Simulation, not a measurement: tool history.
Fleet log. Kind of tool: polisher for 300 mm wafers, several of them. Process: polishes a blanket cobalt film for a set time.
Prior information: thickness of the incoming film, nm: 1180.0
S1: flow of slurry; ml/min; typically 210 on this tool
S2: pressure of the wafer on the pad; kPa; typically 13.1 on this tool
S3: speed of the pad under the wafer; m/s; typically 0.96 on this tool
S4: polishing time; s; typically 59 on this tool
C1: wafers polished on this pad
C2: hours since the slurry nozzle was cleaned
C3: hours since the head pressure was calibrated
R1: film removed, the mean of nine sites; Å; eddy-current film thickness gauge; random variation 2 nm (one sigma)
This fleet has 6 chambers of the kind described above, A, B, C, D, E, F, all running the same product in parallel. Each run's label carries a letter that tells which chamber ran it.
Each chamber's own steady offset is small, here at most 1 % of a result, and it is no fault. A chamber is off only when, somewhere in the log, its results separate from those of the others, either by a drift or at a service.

{"hour": 3.3, "done": "chamber B: head pressure recalibrated"}
{"run": "1B", "hour": 4.4, "S1": 210, "S2": 13.1, "S3": 0.96, "S4": 59, "C1": 101, "C2": 24, "C3": 1.2, "R1": 2746}
{"run": "2F", "hour": 7.9, "S1": 210, "S2": 13.1, "S3": 0.96, "S4": 59, "C1": 120, "C2": 240.7, "C3": 648.1, "R1": 2687.3}
{"run": "3C", "hour": 12.0, "S1": 210, "S2": 13.1, "S3": 0.96, "S4": 59, "C1": 915, "C2": 724.3, "C3": 60.7, "R1": 2711.8}
{"hour": 15.3, "done": "chamber C: worn pad replaced by a new one"}
{"run": "4D", "hour": 19.9, "S1": 210, "S2": 13.1, "S3": 0.96, "S4": 59, "C1": 1119, "C2": 70.5, "C3": 935, "R1": 2697}
{"run": "5E", "hour": 27.7, "S1": 210, "S2": 13.1, "S3": 0.96, "S4": 59, "C1": 973, "C2": 500.3, "C3": 548.7, "R1": 2680.6}
{"hour": 28.6, "done": "chamber D: worn pad replaced by a new one"}
{"hour": 31.7, "done": "chamber D: head pressure recalibrated"}
{"run": "6A", "hour": 34.7, "S1": 210, "S2": 13.1, "S3": 0.96, "S4": 59, "C1": 1033, "C2": 384.9, "C3": 326, "R1": 2720.1}
{"run": "7A", "hour": 39.3, "S1": 210, "S2": 13.1, "S3": 0.96, "S4": 59, "C1": 1072, "C2": 389.5, "C3": 330.6, "R1": 2718.8}
{"hour": 40.0, "done": "chamber E: worn pad replaced by a new one"}
{"run": "8D", "hour": 45.7, "S1": 210, "S2": 13.1, "S3": 0.96, "S4": 59, "C1": 145, "C2": 96.3, "C3": 14, "R1": 2715.9}
{"run": "9C", "hour": 49.5, "S1": 210, "S2": 13.1, "S3": 0.96, "S4": 59, "C1": 290, "C2": 761.8, "C3": 98.2, "R1": 2649.9}
{"hour": 51.5, "done": "chamber E: slurry nozzle cleaned"}
{"hour": 52.4, "done": "chamber F: slurry nozzle cleaned"}
{"run": "10B", "hour": 54.7, "S1": 210, "S2": 13.1, "S3": 0.96, "S4": 59, "C1": 527, "C2": 74.3, "C3": 51.5, "R1": 2741.6}
{"run": "11F", "hour": 60.0, "S1": 210, "S2": 13.1, "S3": 0.96, "S4": 59, "C1": 561, "C2": 7.6, "C3": 700.2, "R1": 2687.2}
{"run": "12E", "hour": 63.5, "S1": 210, "S2": 13.1, "S3": 0.96, "S4": 59, "C1": 199, "C2": 12, "C3": 584.5, "R1": 2712.9}
{"hour": 69.2, "done": "chamber B: worn pad replaced by a new one"}
{"run": "13D", "hour": 69.5, "S1": 210, "S2": 13.1, "S3": 0.96, "S4": 59, "C1": 347, "C2": 120.1, "C3": 37.8, "R1": 2713.6}
{"run": "14E", "hour": 73.6, "S1": 210, "S2": 13.1, "S3": 0.96, "S4": 59, "C1": 285, "C2": 22.1, "C3": 594.6, "R1": 2693}
{"run": "15A", "hour": 78.5, "S1": 210, "S2": 13.1, "S3": 0.96, "S4": 59, "C1": 1404, "C2": 428.7, "C3": 369.8, "R1": 2699}
{"hour": 79.3, "done": "chamber A: worn pad replaced by a new one"}
{"run": "16C", "hour": 85.3, "S1": 210, "S2": 13.1, "S3": 0.96, "S4": 59, "C1": 594, "C2": 797.6, "C3": 134, "R1": 2700.1}
{"run": "17F", "hour": 92.6, "S1": 210, "S2": 13.1, "S3": 0.96, "S4": 59, "C1": 838, "C2": 40.2, "C3": 732.8, "R1": 2712.5}
{"hour": 96.1, "done": "chamber F: worn pad replaced by a new one"}
{"run": "18B", "hour": 99.9, "S1": 210, "S2": 13.1, "S3": 0.96, "S4": 59, "C1": 260, "C2": 119.5, "C3": 96.7, "R1": 2692.2}
{"hour": 104.7, "done": "chamber E: head pressure recalibrated"}
{"run": "19E", "hour": 107.4, "S1": 275, "S2": 13.1, "S3": 0.96, "S4": 59, "C1": 571, "C2": 55.9, "C3": 2.8, "R1": 2757.6}
{"hour": 111.1, "done": "chamber F: head pressure recalibrated"}
{"run": "20C", "hour": 114.2, "S1": 275, "S2": 13.1, "S3": 0.96, "S4": 59, "C1": 838, "C2": 826.5, "C3": 162.9, "R1": 2800.8}
{"run": "21B", "hour": 119.8, "S1": 275, "S2": 13.1, "S3": 0.96, "S4": 59, "C1": 429, "C2": 139.4, "C3": 116.6, "R1": 2823.8}
{"run": "22F", "hour": 127.0, "S1": 275, "S2": 13.1, "S3": 0.96, "S4": 59, "C1": 262, "C2": 74.6, "C3": 16, "R1": 2981}
{"hour": 132.9, "done": "chamber C: worn pad replaced by a new one"}
{"run": "23A", "hour": 134.2, "S1": 275, "S2": 13.1, "S3": 0.96, "S4": 59, "C1": 466, "C2": 484.4, "C3": 425.5, "R1": 2780.5}
{"hour": 136.3, "done": "chamber C: slurry nozzle cleaned"}
{"hour": 139.9, "done": "chamber B: worn pad replaced by a new one"}
{"run": "24D", "hour": 140.9, "S1": 275, "S2": 13.1, "S3": 0.96, "S4": 59, "C1": 952, "C2": 191.5, "C3": 109.2, "R1": 2792.9}
{"run": "25A", "hour": 148.7, "S1": 210, "S2": 13.1, "S3": 0.96, "S4": 59, "C1": 589, "C2": 498.9, "C3": 440, "R1": 2722.3}
{"run": "26F", "hour": 154.9, "S1": 210, "S2": 13.1, "S3": 0.96, "S4": 59, "C1": 498, "C2": 102.5, "C3": 43.9, "R1": 2913}
{"run": "27B", "hour": 159.3, "S1": 210, "S2": 13.1, "S3": 0.96, "S4": 59, "C1": 164, "C2": 178.9, "C3": 156.1, "R1": 2721.2}
{"run": "28D", "hour": 164.7, "S1": 210, "S2": 13.1, "S3": 0.96, "S4": 59, "C1": 1154, "C2": 215.3, "C3": 133, "R1": 2718.9}
{"hour": 166.8, "done": "chamber D: worn pad replaced by a new one"}
{"run": "29C", "hour": 172.5, "S1": 210, "S2": 13.1, "S3": 0.96, "S4": 59, "C1": 335, "C2": 36.3, "C3": 221.2, "R1": 2674.2}
{"hour": 172.6, "done": "chamber E: worn pad replaced by a new one"}
{"run": "30E", "hour": 177.1, "S1": 210, "S2": 13.1, "S3": 0.96, "S4": 59, "C1": 38, "C2": 125.6, "C3": 72.5, "R1": 2682.8}
{"run": "31D", "hour": 181.7, "S1": 210, "S2": 13.1, "S3": 0.96, "S4": 59, "C1": 126, "C2": 232.3, "C3": 150, "R1": 2702.9}
{"run": "32B", "hour": 188.6, "S1": 210, "S2": 13.1, "S3": 0.96, "S4": 59, "C1": 413, "C2": 208.2, "C3": 185.4, "R1": 2725.4}
{"run": "33E", "hour": 192.9, "S1": 210, "S2": 13.1, "S3": 0.96, "S4": 59, "C1": 172, "C2": 141.4, "C3": 88.3, "R1": 2692.9}
{"run": "34C", "hour": 196.6, "S1": 210, "S2": 13.1, "S3": 0.96, "S4": 59, "C1": 540, "C2": 60.4, "C3": 245.3, "R1": 2666.8}
{"run": "35F", "hour": 204.0, "S1": 210, "S2": 13.1, "S3": 0.96, "S4": 59, "C1": 915, "C2": 151.6, "C3": 93, "R1": 2874.1}
{"run": "36A", "hour": 210.3, "S1": 170, "S2": 13.1, "S3": 0.96, "S4": 71, "C1": 1111, "C2": 560.5, "C3": 501.6, "R1": 3175.7}
{"run": "37C", "hour": 214.8, "S1": 170, "S2": 13.1, "S3": 0.96, "S4": 71, "C1": 694, "C2": 78.6, "C3": 263.5, "R1": 3152.4}
{"run": "38A", "hour": 220.8, "S1": 170, "S2": 13.1, "S3": 0.96, "S4": 71, "C1": 1200, "C2": 571, "C3": 512.1, "R1": 3131}
{"run": "39D", "hour": 224.9, "S1": 170, "S2": 13.1, "S3": 0.96, "S4": 71, "C1": 492, "C2": 275.5, "C3": 193.2, "R1": 3155.3}
{"run": "40E", "hour": 230.4, "S1": 170, "S2": 13.1, "S3": 0.96, "S4": 71, "C1": 490, "C2": 178.9, "C3": 125.8, "R1": 3173.3}

For the next run the whole fleet of 6 chambers uses the same settings. Give each chamber's results:
{"run": "41A", "hour": 236.1, "S1": 210, "S2": 13.1, "S3": 0.96, "S4": 65, "R1": "?"}
{"run": "41B", "hour": 236.1, "S1": 210, "S2": 13.1, "S3": 0.96, "S4": 65, "R1": "?"}
{"run": "41C", "hour": 236.1, "S1": 210, "S2": 13.1, "S3": 0.96, "S4": 65, "R1": "?"}
{"run": "41D", "hour": 236.1, "S1": 210, "S2": 13.1, "S3": 0.96, "S4": 65, "R1": "?"}
{"run": "41E", "hour": 236.1, "S1": 210, "S2": 13.1, "S3": 0.96, "S4": 65, "R1": "?"}
{"run": "41F", "hour": 236.1, "S1": 210, "S2": 13.1, "S3": 0.96, "S4": 65, "R1": "?"}

run=41A R1=2975.2
run=41B R1=3005.4
run=41C R1=2967.6
run=41D R1=2978
run=41E R1=2954.6
run=41F R1=3179.9
